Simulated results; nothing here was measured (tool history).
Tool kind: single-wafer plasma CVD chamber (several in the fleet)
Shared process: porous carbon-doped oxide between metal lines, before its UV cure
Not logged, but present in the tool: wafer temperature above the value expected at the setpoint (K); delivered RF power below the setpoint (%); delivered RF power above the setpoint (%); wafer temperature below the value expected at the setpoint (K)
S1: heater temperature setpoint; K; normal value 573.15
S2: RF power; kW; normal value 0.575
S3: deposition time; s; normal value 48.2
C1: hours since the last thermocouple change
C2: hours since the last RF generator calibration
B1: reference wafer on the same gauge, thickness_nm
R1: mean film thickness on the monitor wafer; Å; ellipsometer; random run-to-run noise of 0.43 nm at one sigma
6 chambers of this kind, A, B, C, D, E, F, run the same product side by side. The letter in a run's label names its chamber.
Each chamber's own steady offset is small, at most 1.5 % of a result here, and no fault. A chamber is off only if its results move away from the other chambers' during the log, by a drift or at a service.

| run | hour | S1 | S2 | S3 | C1 | C2 | B1 | R1 |
|---|---|---|---|---|---|---|---|---|
| 1D | 6.3 | 573.15 | 0.575 | 48.2 | 1668.2 | 549.1 | 276.12 | 2802.5 |
| 2B | 12.6 | 573.15 | 0.575 | 48.2 | 1007.2 | 720.1 | 276.09 | 2808.7 |
| 3E | 20 | 573.15 | 0.575 | 48.2 | 784.5 | 121.7 | 276.06 | 2778.5 |
| 4A | 29.1 | 573.15 | 0.575 | 48.2 | 144.6 | 647.3 | 276.09 | 2811.7 |
| 5F | 35.6 | 573.15 | 0.575 | 48.2 | 3139.8 | 2551.8 | 276.21 | 2817.8 |
| 6C | 46.9 | 573.15 | 0.575 | 48.2 | 968 | 344.3 | 276.22 | 2827.6 |
| 7A | 58.2 | 573.15 | 0.575 | 48.2 | 173.7 | 676.4 | 276.28 | 2808.2 |
| 8D | 64.6 | 573.15 | 0.575 | 48.2 | 1726.5 | 607.4 | 276.37 | 2798.8 |
| 9E | 70 | 573.15 | 0.575 | 48.2 | 834.5 | 171.7 | 276.43 | 2793.8 |
| 10C | 77.8 | 573.15 | 0.575 | 48.2 | 998.9 | 375.2 | 276.36 | 2834.6 |
| 11F | 84.6 | 573.15 | 0.575 | 48.2 | 3188.8 | 2600.8 | 276.38 | 2820.7 |
| 12B | 90.3 | 573.15 | 0.575 | 48.2 | 1084.9 | 797.8 | 276.43 | 2812.3 |
| 13D | 101.5 | 573.15 | 0.575 | 48.2 | 1763.4 | 644.3 | 276.55 | 2810.1 |
| 14B | 108.2 | 573.15 | 0.575 | 48.2 | 1102.8 | 815.7 | 276.48 | 2813 |
| 15E | 116.2 | 573.15 | 0.575 | 48.2 | 880.7 | 217.9 | 276.62 | 2798.9 |
| 16A | 125.9 | 573.15 | 0.575 | 48.2 | 241.4 | 744.1 | 276.69 | 2811.8 |
| 17F | 137.7 | 573.15 | 0.575 | 48.2 | 3241.9 | 2653.9 | 276.87 | 2834.6 |
| 18C | 149.2 | 573.15 | 0.575 | 48.2 | 1070.3 | 446.6 | 276.81 | 2833.2 |
| 19E | 154.5 | 573.15 | 0.575 | 48.2 | 919 | 256.2 | 276.73 | 2790.2 |
|  | 163.5 | chamber F: RF generator calibrated |
| 20D | 165.4 | 573.15 | 0.575 | 48.2 | 1827.3 | 708.2 | 276.79 | 2798.9 |
| 21B | 171.5 | 573.15 | 0.575 | 48.2 | 1166.1 | 879 | 276.93 | 2813 |
| 22F | 179.5 | 573.15 | 0.575 | 48.2 | 3283.7 | 16 | 276.93 | 2825.8 |
| 23C | 188.1 | 573.15 | 0.575 | 48.2 | 1109.2 | 485.5 | 276.99 | 2835.8 |
|  | 189.6 | chamber F: thermocouple changed; heater temperature recalibrated |
| 24A | 194.5 | 573.15 | 0.575 | 48.2 | 310 | 812.7 | 277 | 2820 |
| 25A | 205.8 | 573.15 | 0.575 | 48.2 | 321.3 | 824 | 277.09 | 2827.4 |
| 26B | 212 | 573.15 | 0.575 | 48.2 | 1206.6 | 919.5 | 277.06 | 2821.9 |
| 27D | 219.1 | 573.15 | 0.575 | 48.2 | 1881 | 761.9 | 277.19 | 2809.5 |
| 28C | 226.7 | 573.15 | 0.575 | 48.2 | 1147.8 | 524.1 | 277.23 | 2839 |
| 29F | 233 | 573.15 | 0.575 | 48.2 | 43.5 | 69.5 | 277.19 | 2832.8 |
| 30E | 241.2 | 573.15 | 0.575 | 48.2 | 1005.7 | 342.9 | 277.2 | 2794.2 |
| 31E | 247.7 | 573.15 | 0.575 | 48.2 | 1012.2 | 349.4 | 277.27 | 2800.2 |
|  | 257.8 | chamber D: RF generator calibrated |
| 32F | 258.4 | 573.15 | 0.575 | 48.2 | 68.9 | 94.9 | 277.28 | 2835.8 |
| 33C | 265.7 | 573.15 | 0.575 | 48.2 | 1186.8 | 563.1 | 277.41 | 2833.1 |
| 34A | 276.4 | 573.15 | 0.575 | 48.2 | 391.9 | 894.6 | 277.41 | 2832 |
| 35B | 286.9 | 573.15 | 0.67 | 51.3 | 1281.5 | 994.4 | 277.5 | 3312.2 |
| 36D | 293.8 | 573.15 | 0.67 | 51.3 | 1955.7 | 36 | 277.5 | 3309.4 |
| 37F | 299.5 | 573.15 | 0.67 | 51.3 | 110 | 136 | 277.65 | 3315.7 |
| 38B | 304.8 | 573.15 | 0.67 | 51.3 | 1299.4 | 1012.3 | 277.68 | 3316.5 |
| 39E | 311 | 573.15 | 0.67 | 51.3 | 1075.5 | 412.7 | 277.65 | 3307 |
| 40D | 317.8 | 573.15 | 0.67 | 51.3 | 1979.7 | 60 | 277.54 | 3313.4 |
| 41A | 325.5 | 578.15 | 0.635 | 48.2 | 441 | 943.7 | 277.72 | 2932.5 |

Predict what each chamber gives when all 6 of them run the settings below next.
| 42A | 334 | 573.15 | 0.575 | 48.2 |  |  |  | ? |
| 42B | 334 | 573.15 | 0.575 | 48.2 |  |  |  | ? |
| 42C | 334 | 573.15 | 0.575 | 48.2 |  |  |  | ? |
| 42D | 334 | 573.15 | 0.575 | 48.2 |  |  |  | ? |
| 42E | 334 | 573.15 | 0.575 | 48.2 |  |  |  | ? |
| 42F | 334 | 573.15 | 0.575 | 48.2 |  |  |  | ? |

| run | R1 |
|---|---|
| 42A | 2822.7 |
| 42B | 2828.8 |
| 42C | 2846.8 |
| 42D | 2821.5 |
| 42E | 2805.8 |
| 42F | 2838.6 |
